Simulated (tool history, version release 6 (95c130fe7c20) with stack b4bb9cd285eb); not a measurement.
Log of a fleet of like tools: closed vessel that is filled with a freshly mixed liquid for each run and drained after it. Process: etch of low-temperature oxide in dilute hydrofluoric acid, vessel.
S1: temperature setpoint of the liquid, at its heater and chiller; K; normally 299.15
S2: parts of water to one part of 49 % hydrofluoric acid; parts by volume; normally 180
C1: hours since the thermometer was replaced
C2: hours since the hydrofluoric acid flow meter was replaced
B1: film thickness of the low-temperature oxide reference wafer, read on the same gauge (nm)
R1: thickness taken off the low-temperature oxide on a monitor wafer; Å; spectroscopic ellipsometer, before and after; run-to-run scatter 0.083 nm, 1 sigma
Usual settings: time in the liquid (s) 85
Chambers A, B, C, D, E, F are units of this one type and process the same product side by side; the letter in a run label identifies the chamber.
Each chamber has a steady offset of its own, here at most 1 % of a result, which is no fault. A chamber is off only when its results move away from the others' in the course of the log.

Run 1A, day 0.258: usual settings; C1 488.8; C2 435.8; B1 129.99. Result: R1 106.46 Å.
Run 2D, day 0.721: usual settings; C1 1245; C2 390.4; B1 130. Result: R1 107.37 Å.
Run 3F, day 1.096: usual settings; C1 825.8; C2 306.8; B1 130. Result: R1 107.37 Å.
Run 4C, day 1.408: usual settings; C1 995.1; C2 1740.7; B1 129.99. Result: R1 107.75 Å.
At day 1.65: chamber B: thermometer replaced.
Run 5E, day 1.704: usual settings; C1 809.5; C2 326.4; B1 130.04. Result: R1 104.98 Å.
Run 6B, day 2.15: usual settings; C1 12; C2 390; B1 129.98. Result: R1 107.79 Å.
Run 7B, day 2.604: usual settings; C1 22.9; C2 400.9; B1 130. Result: R1 107.65 Å.
Run 8F, day 2.883: usual settings; C1 868.7; C2 349.7; B1 130.01. Result: R1 107.4 Å.
Run 9E, day 3.292: usual settings but S1 301.65 K, time in the liquid (s) 40; C1 847.6; C2 364.5; B1 130.02. Result: R1 54.009 Å.
Run 10D, day 3.667: usual settings but S1 301.65 K, time in the liquid (s) 40; C1 1315.7; C2 461.1; B1 130.01. Result: R1 55.522 Å.
Run 11C, day 4.046: usual settings but S1 301.65 K, time in the liquid (s) 40; C1 1058.4; C2 1804; B1 130. Result: R1 56.239 Å.
Run 12A, day 4.412: usual settings but S1 301.65 K, time in the liquid (s) 40; C1 588.5; C2 535.5; B1 129.99. Result: R1 55.414 Å.
Run 13F, day 4.738: usual settings but S1 301.65 K, time in the liquid (s) 40; C1 913.2; C2 394.2; B1 130.01. Result: R1 55.806 Å.
Run 14B, day 5.029: usual settings but S1 301.65 K, time in the liquid (s) 40; C1 81.1; C2 459.1; B1 130. Result: R1 55.847 Å.
Run 15C, day 5.312: usual settings; C1 1088.8; C2 1834.4; B1 129.97. Result: R1 107.46 Å.
Run 16A, day 5.612: usual settings; C1 617.3; C2 564.3; B1 130.01. Result: R1 107.58 Å.
Run 17E, day 5.85: usual settings; C1 909; C2 425.9; B1 129.99. Result: R1 104.84 Å.
Run 18D, day 6.121: usual settings; C1 1374.6; C2 520; B1 130.02. Result: R1 108.47 Å.
Run 19F, day 6.408: usual settings; C1 953.3; C2 434.3; B1 129.98. Result: R1 108.73 Å.
Run 20E, day 6.733: usual settings; C1 930.2; C2 447.1; B1 129.99. Result: R1 107.18 Å.
Run 21D, day 6.962: usual settings; C1 1394.8; C2 540.2; B1 130.01. Result: R1 107.56 Å.
Run 22A, day 7.354: usual settings; C1 659.1; C2 606.1; B1 130. Result: R1 108.47 Å.
Run 23C, day 7.658: usual settings; C1 1145.1; C2 1890.7; B1 129.99. Result: R1 108.08 Å.
Run 24B, day 7.879: usual settings; C1 149.5; C2 527.5; B1 130. Result: R1 107.75 Å.
Run 25B, day 8.338: usual settings but S2 100 parts by volume, time in the liquid (s) 60; C1 160.5; C2 538.5; B1 130. Result: R1 151.61 Å.
Run 26C, day 8.7: usual settings but S2 100 parts by volume, time in the liquid (s) 60; C1 1170.1; C2 1915.7; B1 130. Result: R1 154.86 Å.
Run 27D, day 9.058: usual settings but S2 100 parts by volume, time in the liquid (s) 60; C1 1445.1; C2 590.5; B1 130.01. Result: R1 150.91 Å.
Run 28F, day 9.392: usual settings but S2 100 parts by volume, time in the liquid (s) 60; C1 1024.9; C2 505.9; B1 130. Result: R1 151.87 Å.
Run 29E, day 9.683: usual settings but S2 100 parts by volume, time in the liquid (s) 60; C1 1001; C2 517.9; B1 130.01. Result: R1 147.47 Å.
Run 30A, day 10.021: usual settings but S2 100 parts by volume, time in the liquid (s) 60; C1 723.1; C2 670.1; B1 130.01. Result: R1 151.11 Å.
At day 10.05: chamber A: hydrofluoric acid flow meter replaced.
Run 31A, day 10.388: usual settings but time in the liquid (s) 115; C1 731.9; C2 8.1; B1 130.01. Result: R1 145.09 Å.
Run 32F, day 10.842: usual settings but time in the liquid (s) 115; C1 1059.7; C2 540.7; B1 130. Result: R1 146.7 Å.
Run 33C, day 11.288: usual settings but time in the liquid (s) 115; C1 1232.2; C2 1977.8; B1 130.01. Result: R1 145.37 Å.
Run 34D, day 11.654: usual settings but time in the liquid (s) 115; C1 1507.4; C2 652.8; B1 129.99. Result: R1 151.54 Å.
Run 35B, day 11.962: usual settings but time in the liquid (s) 115; C1 247.5; C2 625.5; B1 129.98. Result: R1 145.44 Å.
Run 36E, day 12.354: usual settings but time in the liquid (s) 115; C1 1065.1; C2 582; B1 130.01. Result: R1 143.73 Å.
Run 37F, day 12.633: usual settings; C1 1102.7; C2 583.7; B1 130.02. Result: R1 106.38 Å.
Run 38D, day 12.954: usual settings; C1 1538.6; C2 684; B1 129.99. Result: R1 114.2 Å.
Run 39A, day 13.304: usual settings; C1 801.9; C2 78.1; B1 130.01. Result: R1 106.32 Å.
Run 40C, day 13.571: usual settings; C1 1287; C2 2032.6; B1 130. Result: R1 106.49 Å.
Run 41B, day 14.038: usual settings; C1 297.3; C2 675.3; B1 129.99. Result: R1 107.7 Å.
Run 42E, day 14.354: usual settings; C1 1113.1; C2 630; B1 129.99. Result: R1 104.77 Å.
Run 43E, day 14.725: usual settings; C1 1122; C2 638.9; B1 129.98. Result: R1 104.65 Å.

Which is it: a chamber that has drifted or been left off by a service, a gauge drift common to all chambers, or only each chamber's usual small offset? If a chamber is off, name it and its likeliest cause.

Little by little, chamber D moves away from the other chambers.
What lies behind it: hydrofluoric acid flow above the setpoint (%) = 4.86.
It could be hard to tell apart here from: liquid hotter than its thermometer reads (K).

Chamber D could run next with any of the 4 candidate recipes listed below; each alters the usual settings, and their results appear as question marks. Which one brings its results back in line with what the other chambers deliver on the usual settings?
In line here means within this much of the mean the other chambers give on the usual settings: R1 2.9 Å
Run 44D-1, day 15.071: usual settings but S2 190 parts by volume. Result: R1 ?.
Run 44D-2, day 15.071: usual settings but S1 296.15 K. Result: R1 ?.
Run 44D-3, day 15.071: usual settings but time in the liquid (s) 95. Result: R1 ?.
Run 44D-4, day 15.071: usual settings but S1 300.65 K. Result: R1 ?.

Mean of the other chambers on the usual settings: R1 107.31 Å
  run      R1
44D-1  106.85
44D-2  101.67
44D-3  127.36
44D-4  120.47
With 44D-1, the chamber falls back in line with the rest.
